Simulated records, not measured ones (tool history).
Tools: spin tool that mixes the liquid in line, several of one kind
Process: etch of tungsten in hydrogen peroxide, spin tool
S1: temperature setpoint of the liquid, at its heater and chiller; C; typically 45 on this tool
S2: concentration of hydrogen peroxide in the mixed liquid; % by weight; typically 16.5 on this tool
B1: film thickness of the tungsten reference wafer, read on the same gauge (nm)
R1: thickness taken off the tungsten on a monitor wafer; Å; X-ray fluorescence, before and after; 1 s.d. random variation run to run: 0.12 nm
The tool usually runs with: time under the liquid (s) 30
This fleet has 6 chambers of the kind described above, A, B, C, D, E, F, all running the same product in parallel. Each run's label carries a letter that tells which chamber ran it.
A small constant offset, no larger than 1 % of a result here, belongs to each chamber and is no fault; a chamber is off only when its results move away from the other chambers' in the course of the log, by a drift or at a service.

At hour 0.5: chamber D: new drum of peroxide connected.
Run 1F, hour 6.5: usual settings; B1 120. Result: R1 167.15 Å.
Run 2C, hour 16.7: usual settings; B1 119.98. Result: R1 171.46 Å.
Run 3E, hour 22.8: usual settings; B1 119.99. Result: R1 169.84 Å.
At hour 29.8: chamber C: thermometer replaced.
Run 4D, hour 32.2: usual settings; B1 120. Result: R1 167.34 Å.
Run 5B, hour 40.4: usual settings; B1 119.99. Result: R1 170.44 Å.
Run 6A, hour 46.8: usual settings; B1 119.99. Result: R1 168.11 Å.
Run 7C, hour 55.3: usual settings; B1 120.02. Result: R1 167.71 Å.
Run 8A, hour 65.4: usual settings; B1 120.02. Result: R1 168.38 Å.
Run 9B, hour 71.9: usual settings; B1 120. Result: R1 170.56 Å.
Run 10E, hour 82.1: usual settings; B1 119.98. Result: R1 167.51 Å.
At hour 92.3: chamber B: peroxide flow meter replaced.
Run 11F, hour 93: usual settings; B1 120.02. Result: R1 166.56 Å.
Run 12D, hour 100: usual settings but S2 15 % by weight, time under the liquid (s) 20; B1 120. Result: R1 106.29 Å.
At hour 108: chamber E: new drum of peroxide connected.
Run 13F, hour 109.3: usual settings but S2 15 % by weight, time under the liquid (s) 20; B1 120.03. Result: R1 105.97 Å.
Run 14D, hour 117.6: usual settings but S2 15 % by weight, time under the liquid (s) 20; B1 119.99. Result: R1 106.85 Å.
Run 15C, hour 127.9: usual settings but S2 15 % by weight, time under the liquid (s) 20; B1 119.99. Result: R1 108.61 Å.
Run 16A, hour 137.7: usual settings but S2 15 % by weight, time under the liquid (s) 20; B1 119.99. Result: R1 107.16 Å.
Run 17E, hour 147.3: usual settings but S2 15 % by weight, time under the liquid (s) 20; B1 120.03. Result: R1 105.66 Å.
At hour 150.1: chamber C: peroxide flow meter replaced.
Run 18B, hour 152.4: usual settings; B1 119.97. Result: R1 169.22 Å.
Run 19E, hour 162.8: usual settings; B1 119.98. Result: R1 170.59 Å.
Run 20B, hour 167.9: usual settings; B1 120. Result: R1 166.2 Å.
Run 21C, hour 176.8: usual settings; B1 120.02. Result: R1 169.94 Å.
Run 22F, hour 185.5: usual settings but S1 40.5 C, S2 12 % by weight; B1 119.99. Result: R1 107.34 Å.
Run 23A, hour 195.7: usual settings but S1 40.5 C, S2 12 % by weight; B1 120. Result: R1 109.91 Å.
Run 24D, hour 205.7: usual settings but S1 40.5 C, S2 12 % by weight; B1 119.99. Result: R1 106.98 Å.
Run 25A, hour 210.8: usual settings but S1 40.5 C, S2 12 % by weight; B1 120.02. Result: R1 109.13 Å.
Run 26C, hour 221.4: usual settings but S1 40.5 C, S2 12 % by weight; B1 120.02. Result: R1 108.97 Å.
Run 27E, hour 231.6: usual settings but S1 40.5 C, S2 12 % by weight; B1 119.98. Result: R1 105.97 Å.
At hour 235.2: chamber F: new drum of peroxide connected.
Run 28D, hour 240.4: usual settings but S1 54.5 C; B1 120.01. Result: R1 299.36 Å.
Run 29B, hour 246: usual settings but S1 54.5 C; B1 120.02. Result: R1 309.21 Å.
Run 30F, hour 253: usual settings but S1 54.5 C; B1 120. Result: R1 302.05 Å.
Run 31B, hour 259.5: usual settings but S1 54.5 C; B1 119.99. Result: R1 305.68 Å.
Run 32F, hour 267.6: usual settings but S1 54.5 C; B1 120. Result: R1 299.74 Å.
Run 33C, hour 273.5: usual settings but S1 54.5 C; B1 120.01. Result: R1 304.68 Å.
Run 34D, hour 281.5: usual settings; B1 120.01. Result: R1 170.56 Å.
Run 35E, hour 289.9: usual settings but S1 52 C; B1 119.99. Result: R1 263.2 Å.
Run 36A, hour 295.9: usual settings but S1 52 C; B1 120. Result: R1 275.2 Å.
Run 37E, hour 302.2: usual settings but S1 52 C; B1 120.01. Result: R1 260.31 Å.
Run 38F, hour 312.5: usual settings but S1 52 C; B1 120.02. Result: R1 261.63 Å.
Run 39A, hour 323: usual settings but S1 52 C; B1 120.02. Result: R1 270.23 Å.

Next, every chamber runs the same settings. What will each give?
Run 40A, hour 330.9: usual settings but S2 14.5 % by weight. Result: R1 ?.
Run 40B, hour 330.9: usual settings but S2 14.5 % by weight. Result: R1 ?.
Run 40C, hour 330.9: usual settings but S2 14.5 % by weight. Result: R1 ?.
Run 40D, hour 330.9: usual settings but S2 14.5 % by weight. Result: R1 ?.
Run 40E, hour 330.9: usual settings but S2 14.5 % by weight. Result: R1 ?.
Run 40F, hour 330.9: usual settings but S2 14.5 % by weight. Result: R1 ?.

run      R1
40A  167.28
40B  157.71
40C  161.21
40D  158.64
40E  159.57
40F  159.13
